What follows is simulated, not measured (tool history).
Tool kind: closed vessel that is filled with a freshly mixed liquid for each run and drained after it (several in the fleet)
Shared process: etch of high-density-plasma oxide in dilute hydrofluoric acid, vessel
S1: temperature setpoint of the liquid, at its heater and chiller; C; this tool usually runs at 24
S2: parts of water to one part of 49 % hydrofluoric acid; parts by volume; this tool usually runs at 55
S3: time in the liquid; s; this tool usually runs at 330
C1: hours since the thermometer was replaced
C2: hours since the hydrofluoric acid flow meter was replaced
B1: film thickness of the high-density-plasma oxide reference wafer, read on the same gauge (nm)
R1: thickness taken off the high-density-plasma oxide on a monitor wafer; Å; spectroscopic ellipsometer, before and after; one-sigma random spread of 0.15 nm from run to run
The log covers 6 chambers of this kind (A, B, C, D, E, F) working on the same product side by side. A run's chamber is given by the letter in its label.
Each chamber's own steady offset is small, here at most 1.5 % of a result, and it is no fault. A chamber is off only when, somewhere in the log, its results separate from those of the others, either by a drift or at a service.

run	hour	S1	S2	S3	C1	C2	B1	R1
1B	7.3	24	55	330	1162.7	210.6	39.995	323.77
# hour 10.8: chamber C: hydrofluoric acid flow meter replaced
2F	20.9	24	55	330	760.6	997.9	40.005	320.21
3E	35.2	24	55	330	2139.6	1534.5	39.993	317.75
4C	47.3	24	55	330	1411.9	36.5	39.961	322.85
5A	57.1	24	70	155	1440.2	841.9	39.978	116.1
6D	70.5	24	70	155	1144.1	541.4	40.003	119.52
7C	82.7	24	70	155	1447.3	71.9	40.038	116
8E	90.5	24	70	155	2194.9	1589.8	40.001	116.43
9D	102.6	24	70	155	1176.2	573.5	40.01	120.2
10B	114.5	24	70	155	1269.9	317.8	40.021	117.69
11A	126.7	24	55	330	1509.8	911.5	39.986	321.09
# hour 130.7: chamber A: hydrofluoric acid flow meter replaced
12F	138.5	24	55	160	878.2	1115.5	40.007	155.47
13A	153.2	24	55	160	1536.3	22.5	40.01	156.85
14C	167.7	24	55	160	1532.3	156.9	40.029	155.94
15E	181	24	55	160	2285.4	1680.3	39.995	156.41
16D	191.6	24	55	160	1265.2	662.5	39.988	159.85
17B	202.5	24	55	160	1357.9	405.8	40.005	157.12
18F	216.1	24	55	330	955.8	1193.1	39.943	322.61
19B	229.8	24	55	330	1385.2	433.1	39.986	322.33
20D	241.5	24	55	330	1315.1	712.4	40.01	329.7
# hour 250.6: chamber D: thermometer replaced
21F	255.1	24	55	330	994.8	1232.1	40.024	320.3
22A	264.8	24	55	330	1647.9	134.1	40.002	321.11
23E	272.8	24	55	330	2377.2	1772.1	39.982	320.57
24C	279.8	24	55	330	1644.4	269	40.015	318.61
25B	290.3	24	55	330	1445.7	493.6	40.035	320.3
# hour 297.1: chamber C: thermometer replaced
26C	298.3	24	55	330	1.3	287.5	40.025	321.11
27F	311.6	24	55	330	1051.3	1288.6	40.023	321.68
28E	322.3	24	55	330	2426.7	1821.6	40.016	319.61
29D	330.1	24	55	330	79.5	801	39.966	326.42
30A	344.7	24	30	330	1727.8	214	40.012	619.7
# hour 356.3: chamber E: thermometer replaced
31D	358	24	30	330	107.4	828.9	40.016	614.85
32F	371.3	24	30	330	1111	1348.3	40.004	603.79
33B	383	24	30	330	1538.4	586.3	39.998	602.47
34C	392.2	24	30	330	95.2	381.4	40.03	611.59
35A	401.2	24	30	330	1784.3	270.5	39.973	615.22
36E	409.4	24	55	330	53.1	1908.7	40.039	316.31
37D	422.4	24	55	330	171.8	893.3	40.003	328.57

Read the log: is a single chamber off, either drifting away or since a service, is the gauge that measures every chamber drifting, or is nothing wrong beyond small per-chamber offsets? Name any odd chamber and what most likely caused it.

Chamber B drifts away from the others.
What lies behind it: hydrofluoric acid flow below the setpoint (%) = 3.03.
With only this log, it may be confused with: liquid colder than its thermometer reads (K).

Chamber B could run next with any of the 4 candidate recipes listed below; each alters the usual settings, and their results appear as question marks. Which one brings its results back in line with what the other chambers deliver on the usual settings?
To be in line, a result may differ from the other chambers' mean on the usual settings by at most: R1 5.2 Å
38B-1	433.1	24	55	340				?
38B-2	433.1	24	55	320				?
38B-3	433.1	22.5	55	330				?
38B-4	433.1	25.5	55	330				?

The other chambers' mean on the usual settings: R1 322.96 Å
run	R1
38B-1	324.19
38B-2	305.12
38B-3	295.93
38B-4	334.17
38B-1 brings the chamber back in line.
